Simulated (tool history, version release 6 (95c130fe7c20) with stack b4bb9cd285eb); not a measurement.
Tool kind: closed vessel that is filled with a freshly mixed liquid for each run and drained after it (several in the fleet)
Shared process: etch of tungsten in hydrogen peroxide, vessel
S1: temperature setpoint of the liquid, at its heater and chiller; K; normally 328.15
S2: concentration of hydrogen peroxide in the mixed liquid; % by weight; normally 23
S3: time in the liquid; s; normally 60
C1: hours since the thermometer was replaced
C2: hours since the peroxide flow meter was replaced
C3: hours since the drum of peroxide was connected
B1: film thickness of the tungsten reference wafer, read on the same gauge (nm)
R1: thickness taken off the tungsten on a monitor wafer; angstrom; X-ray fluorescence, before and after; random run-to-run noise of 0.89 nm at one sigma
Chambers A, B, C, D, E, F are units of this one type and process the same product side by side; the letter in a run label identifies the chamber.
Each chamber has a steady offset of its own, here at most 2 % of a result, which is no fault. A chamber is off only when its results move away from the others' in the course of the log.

run	hour	S1	S2	S3	C1	C2	C3	B1	R1
1D	5.6	328.15	23	60	605.9	1667.5	446.9	110.04	1932.4
2B	10.6	328.15	23	60	611.6	755.4	412.1	110.02	1930.8
3A	16.6	328.15	23	60	210.1	751.5	819.8	110.01	1931.2
4C	23.7	328.15	23	60	2128.7	870.8	270.9	110.05	1949.8
5F	31.0	328.15	23	60	926.7	972.6	138.6	110.00	1932.8
6E	36.5	328.15	23	60	870.3	1428.6	336.5	109.96	1964.6
7E	40.8	328.15	23	60	874.6	1432.9	340.8	110.06	1970.1
8A	46.7	328.15	23	60	240.2	781.6	849.9	110.00	1924.1
9B	52.9	328.15	23	60	653.9	797.7	454.4	109.99	1939.6
10D	59.3	328.15	23	60	659.6	1721.2	500.6	110.00	1915.7
11F	64.3	328.15	23	60	960.0	1005.9	171.9	110.01	1913.1
# hour 66.6: chamber C: thermometer replaced
12C	70.5	328.15	23	60	3.9	917.6	317.7	110.00	1938.6
13F	75.2	328.15	23	60	970.9	1016.8	182.8	109.97	1928.7
14C	79.6	328.15	23	60	13.0	926.7	326.8	109.96	1958.1
15B	87.5	328.15	23	60	688.5	832.3	489.0	109.98	1915.9
16A	91.8	328.15	23	95	285.3	826.7	895.0	110.01	3077.0
17D	99.5	328.15	23	95	699.8	1761.4	540.8	109.98	3029.8
18E	103.4	328.15	23	95	937.2	1495.5	403.4	109.95	3120.1
19D	109.7	328.15	23	95	710.0	1771.6	551.0	110.04	3051.4
20F	114.3	328.15	23	95	1010.0	1055.9	221.9	110.02	3018.8
21B	118.8	328.15	23	95	719.8	863.6	520.3	110.01	3077.1
22C	124.3	328.15	23	60	57.7	971.4	371.5	110.03	1937.7
23A	132.4	328.15	23	60	325.9	867.3	935.6	110.03	1924.7
24E	136.1	328.15	23	60	969.9	1528.2	436.1	110.00	1968.3
25E	140.3	328.15	23	60	974.1	1532.4	440.3	109.93	1964.2
26A	146.7	328.15	23	60	340.2	881.6	949.9	110.03	1954.6
27F	152.3	328.15	23	60	1048.0	1093.9	259.9	109.97	1889.2
28B	157.1	328.15	23	60	758.1	901.9	558.6	110.01	1941.2
29D	161.2	328.15	23	60	761.5	1823.1	602.5	109.98	1921.2
30C	167.7	328.15	23	60	101.1	1014.8	414.9	110.01	1941.1
31C	174.7	328.15	23	60	108.1	1021.8	421.9	109.98	1930.4
32E	182.6	328.15	23	60	1016.4	1574.7	482.6	109.99	1966.3
33A	188.3	328.15	23	75	381.8	923.2	991.5	109.95	2429.7
34D	194.1	328.15	23	75	794.4	1856.0	635.4	109.98	2420.3
# hour 194.3: chamber E: peroxide flow meter replaced
35F	201.8	328.15	23	75	1097.5	1143.4	309.4	109.99	2311.0
36B	207.5	328.15	23	75	808.5	952.3	609.0	110.01	2413.3
37E	212.8	328.15	23	75	1046.6	18.5	512.8	110.02	2449.8
# hour 216.1: chamber F: new drum of peroxide connected
38C	218.0	328.15	23	75	151.4	1065.1	465.2	110.03	2406.4
39B	222.5	328.15	23	60	823.5	967.3	624.0	110.00	1924.4
40F	227.1	328.15	23	60	1122.8	1168.7	11.1	109.97	1833.8
41D	232.8	328.15	23	60	833.1	1894.7	674.1	109.99	1918.1
42A	237.9	328.15	23	60	431.4	972.8	1041.1	109.96	1912.0
43F	244.3	328.15	23	60	1140.0	1185.9	28.3	109.95	1818.0

Predict what each chamber gives when all 6 of them run the settings below next.
44A	250.2	328.15	23	60					?
44B	250.2	328.15	23	60					?
44C	250.2	328.15	23	60					?
44D	250.2	328.15	23	60					?
44E	250.2	328.15	23	60					?
44F	250.2	328.15	23	60					?

run	R1
44A	1912.9
44B	1924.9
44C	1926.2
44D	1911.5
44E	1960.5
44F	1822.4
